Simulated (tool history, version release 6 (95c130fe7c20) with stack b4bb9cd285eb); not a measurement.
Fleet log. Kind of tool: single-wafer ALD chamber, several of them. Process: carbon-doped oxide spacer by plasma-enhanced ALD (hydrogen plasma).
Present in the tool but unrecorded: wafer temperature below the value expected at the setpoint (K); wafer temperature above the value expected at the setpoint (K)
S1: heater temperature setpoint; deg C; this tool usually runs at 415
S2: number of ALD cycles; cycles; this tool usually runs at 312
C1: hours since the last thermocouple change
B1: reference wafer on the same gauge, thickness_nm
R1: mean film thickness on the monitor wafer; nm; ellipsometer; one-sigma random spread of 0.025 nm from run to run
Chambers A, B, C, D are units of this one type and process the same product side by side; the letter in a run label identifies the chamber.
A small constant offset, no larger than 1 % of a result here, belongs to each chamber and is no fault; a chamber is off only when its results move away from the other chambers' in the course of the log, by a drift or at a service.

run   hour   S1   S2      C1      B1      R1
 1D    4.8  415  312  2506.2  15.002  14.925
 2A   10.5  415  312   913.1  14.997  15.008
 3B   19.2  415  312  2110.1  15.012  14.951
 4C   27.8  415  312   785.7  15.008  14.876
 5D   31.8  415  312  2533.2  15.015  14.915
 6B   36.1  415  312  2127.0  15.012  14.959
 7C   44.1  415  312   802.0  15.016  14.924
 8A   49.4  403  252   952.0  15.011  12.601
 9B   55.3  403  252  2146.2  15.023  12.528
10A   59.8  403  252   962.4  15.016  12.631
11D   65.5  403  252  2566.9  15.018  12.523
12C   71.1  415  312   829.0  15.031  14.905
13D   80.2  415  312  2581.6  15.027  14.932
14A   87.4  415  343   990.0  15.040  16.547
15B   96.4  415  343  2187.3  15.037  16.472
16C  103.7  415  343   861.6  15.038  16.496
17B  109.5  415  343  2200.4  15.037  16.453
18A  117.8  415  312  1020.4  15.041  15.056
19D  123.0  415  312  2624.4  15.044  14.957
20C  131.0  415  312   888.9  15.047  15.013
21B  136.6  415  312  2227.5  15.060  15.005
22C  144.4  415  312   902.3  15.058  15.015
23A  153.1  415  312  1055.7  15.051  15.103
24D  160.9  415  312  2662.3  15.059  14.965
25B  165.1  415  312  2256.0  15.061  14.954
26A  171.6  403  371  1074.2  15.062  18.605
27C  175.8  403  371   933.7  15.066  18.536
28D  180.6  403  371  2682.0  15.069  18.441
29D  185.7  403  371  2687.1  15.068  18.495
30C  190.0  415  312   947.9  15.071  15.054
31B  194.1  415  312  2285.0  15.077  15.004
32A  201.5  415  312  1104.1  15.066  15.060
33C  208.7  415  312   966.6  15.077  15.030
34D  216.5  415  312  2717.9  15.088  15.008
35B  221.7  415  312  2312.6  15.085  15.022
36A  226.4  428  282  1129.0  15.087  13.087
37D  233.0  428  282  2734.4  15.086  13.037
38C  239.5  428  282   997.4  15.091  13.033
39B  246.3  428  282  2337.2  15.088  13.044
40A  254.1  415  312  1156.7  15.093  15.072
41D  262.3  415  312  2763.7  15.098  14.982
42C  267.3  401  369  1025.2  15.100  18.552
43B  274.4  401  369  2365.3  15.104  18.620

Has any chamber moved away from the others, gradually or after a service, or does the common gauge drift, or do the chambers differ only by their own small steady offsets? State the chamber and the most likely cause if one applies.

It is the gauge, not a chamber: its drift shows up in every chamber's results at once, and no chamber is off.
Likeliest cause: gauge reads high (%) = 0.696.

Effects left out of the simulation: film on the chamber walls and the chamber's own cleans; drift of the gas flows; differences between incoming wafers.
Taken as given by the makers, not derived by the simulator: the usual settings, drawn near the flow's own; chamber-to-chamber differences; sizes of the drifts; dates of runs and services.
